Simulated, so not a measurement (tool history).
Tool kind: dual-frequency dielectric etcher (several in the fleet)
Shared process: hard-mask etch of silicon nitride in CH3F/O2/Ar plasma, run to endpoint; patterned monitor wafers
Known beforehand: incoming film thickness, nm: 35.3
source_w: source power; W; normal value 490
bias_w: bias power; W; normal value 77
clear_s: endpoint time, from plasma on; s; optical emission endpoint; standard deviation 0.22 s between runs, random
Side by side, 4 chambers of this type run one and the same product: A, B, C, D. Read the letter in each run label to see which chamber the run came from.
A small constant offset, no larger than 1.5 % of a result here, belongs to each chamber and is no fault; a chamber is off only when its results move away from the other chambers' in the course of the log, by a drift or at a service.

run	hour	source_w	bias_w	hours since the last wet clean	hours since the last source power generator calibration	hours since the last bias power generator calibration	clear_s
1D	10.1	490	77	324.3	1293.8	4150.2	46.072
2A	22	490	77	159	292.6	3268.7	46.132
3C	34.3	490	77	279.5	959.9	1050.3	45.42
# hour 40.3: chamber A: bias power generator calibrated
4B	43.7	490	77	298.7	881.6	2122.3	46.038
5A	56.4	490	77	193.4	327	16.1	45.908
6B	62.3	490	77	317.3	900.2	2140.9	46.425
7D	68.3	490	77	382.5	1352	4208.4	46.427
# hour 76.8: chamber B: wet clean of the chamber
8C	80.3	430	69	325.5	1005.9	1096.3	49.397
9A	90.8	430	69	227.8	361.4	50.5	50.417
10B	101.8	430	69	25.1	939.7	2180.4	50.733
# hour 108: chamber D: wet clean of the chamber
11C	108.8	430	69	354	1034.4	1124.8	50.191
12D	121.4	560	77	13.5	1405.1	4261.5	43.722
13B	132.9	560	77	56.2	970.8	2211.5	43.732
# hour 135.9: chamber C: wet clean of the chamber
14D	143.2	560	77	35.3	1426.9	4283.3	43.777
15A	149.3	560	77	286.3	419.9	109	43.834
16C	156.6	490	77	20.7	1082.2	1172.6	44.655
17A	168.3	490	77	305.3	438.9	128	46.39
18C	178.5	400	65	42.6	1104.1	1194.5	50.625
19D	186.8	400	65	78.9	1470.5	4326.9	53.185
20B	199	400	65	122.3	1036.9	2277.6	53.182
21A	207.3	400	65	344.3	477.9	167	52.722
22C	215.6	450	63	79.7	1141.2	1231.6	49.206
23D	221.5	450	63	113.6	1505.2	4361.6	51.015
24B	231.1	450	63	154.4	1069	2309.7	51.419
25C	243.4	450	63	107.5	1169	1259.4	48.464
26D	248.8	580	70	140.9	1532.5	4388.9	44.469
27A	258.2	580	70	395.2	528.8	217.9	45.011

Predict what each chamber gives when all 4 of them run the settings below next.
28A	267.3	490	77				?
28B	267.3	490	77				?
28C	267.3	490	77				?
28D	267.3	490	77				?

run	clear_s
28A	46.044
28B	46.57
28C	44.414
28D	46.23
